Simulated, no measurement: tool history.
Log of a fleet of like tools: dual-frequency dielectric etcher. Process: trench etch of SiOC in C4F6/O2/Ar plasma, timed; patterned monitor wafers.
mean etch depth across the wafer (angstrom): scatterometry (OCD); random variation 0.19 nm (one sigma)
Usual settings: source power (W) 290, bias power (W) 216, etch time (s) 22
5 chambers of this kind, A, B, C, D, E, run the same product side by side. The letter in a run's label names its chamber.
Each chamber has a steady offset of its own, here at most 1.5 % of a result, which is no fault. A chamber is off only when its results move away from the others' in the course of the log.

| run | hour | source power (W) | bias power (W) | etch time (s) | read-back reference wafer on the same gauge, depth_nm | mean etch depth across the wafer (angstrom) |
|---|---|---|---|---|---|---|
| 1E | 9.2 | 290 | 216 | 22 | 51.289 | 433.63 |
|  | 16.9 | chamber D: wet clean of the chamber |
| 2A | 22.5 | 290 | 216 | 22 | 51.29 | 427.56 |
| 3D | 32.5 | 290 | 216 | 22 | 51.36 | 423.48 |
|  | 37.5 | chamber B: wet clean of the chamber |
| 4B | 44 | 290 | 216 | 22 | 51.317 | 425.33 |
| 5C | 58.4 | 290 | 216 | 22 | 51.292 | 424.16 |
| 6B | 67.2 | 290 | 216 | 22 | 51.331 | 424.88 |
| 7A | 79.7 | 290 | 216 | 22 | 51.292 | 425.59 |
| 8C | 93.8 | 330 | 216 | 27.5 | 51.372 | 556.37 |
| 9D | 107.6 | 330 | 216 | 27.5 | 51.319 | 554.98 |
| 10E | 118.6 | 330 | 216 | 27.5 | 51.3 | 571.68 |
| 11A | 131.6 | 330 | 216 | 27.5 | 51.24 | 561.9 |
| 12C | 140.7 | 330 | 216 | 27.5 | 51.329 | 561.42 |
| 13E | 151.7 | 290 | 216 | 22 | 51.307 | 431.43 |
| 14D | 160.6 | 290 | 216 | 22 | 51.29 | 425.52 |
| 15B | 169 | 290 | 216 | 22 | 51.299 | 424.16 |
|  | 173.2 | chamber A: wet clean of the chamber |
| 16C | 177.5 | 290 | 216 | 22 | 51.287 | 428.55 |
| 17B | 190.5 | 290 | 216 | 22 | 51.319 | 425.71 |
| 18E | 204.4 | 290 | 216 | 22 | 51.327 | 434.21 |
| 19A | 213.3 | 290 | 216 | 22 | 51.336 | 426.52 |
| 20D | 222.8 | 290 | 216 | 22 | 51.32 | 423.26 |
| 21D | 229.8 | 290 | 216 | 22 | 51.262 | 425.1 |
| 22E | 240.3 | 290 | 216 | 22 | 51.262 | 436.59 |
| 23B | 251.6 | 290 | 216 | 22 | 51.3 | 421.42 |
|  | 257.3 | chamber C: bias power generator calibrated |
| 24C | 258.6 | 290 | 216 | 22 | 51.271 | 424.84 |
| 25A | 273 | 290 | 216 | 22 | 51.275 | 425.73 |
| 26C | 287.5 | 290 | 216 | 22 | 51.243 | 425.22 |
| 27B | 299.1 | 290 | 216 | 22 | 51.247 | 429.14 |
| 28D | 307.8 | 230 | 216 | 22 | 51.281 | 391.35 |
| 29E | 322.5 | 230 | 216 | 22 | 51.333 | 397.52 |
|  | 327.3 | chamber E: wet clean of the chamber |
| 30A | 334.8 | 230 | 216 | 22 | 51.308 | 392.61 |
| 31B | 342.3 | 230 | 216 | 22 | 51.289 | 391.14 |
| 32D | 356.7 | 230 | 216 | 22 | 51.291 | 390.06 |
| 33E | 366.8 | 290 | 216 | 22 | 51.314 | 433.87 |

All 5 chambers run these settings next. Forecast each chamber's results:
| 34A | 377.4 | 340 | 216 | 22 |  | ? |
| 34B | 377.4 | 340 | 216 | 22 |  | ? |
| 34C | 377.4 | 340 | 216 | 22 |  | ? |
| 34D | 377.4 | 340 | 216 | 22 |  | ? |
| 34E | 377.4 | 340 | 216 | 22 |  | ? |

| run | mean etch depth across the wafer (angstrom) |
|---|---|
| 34A | 458.33 |
| 34B | 451.3 |
| 34C | 454.1 |
| 34D | 456.9 |
| 34E | 461.79 |
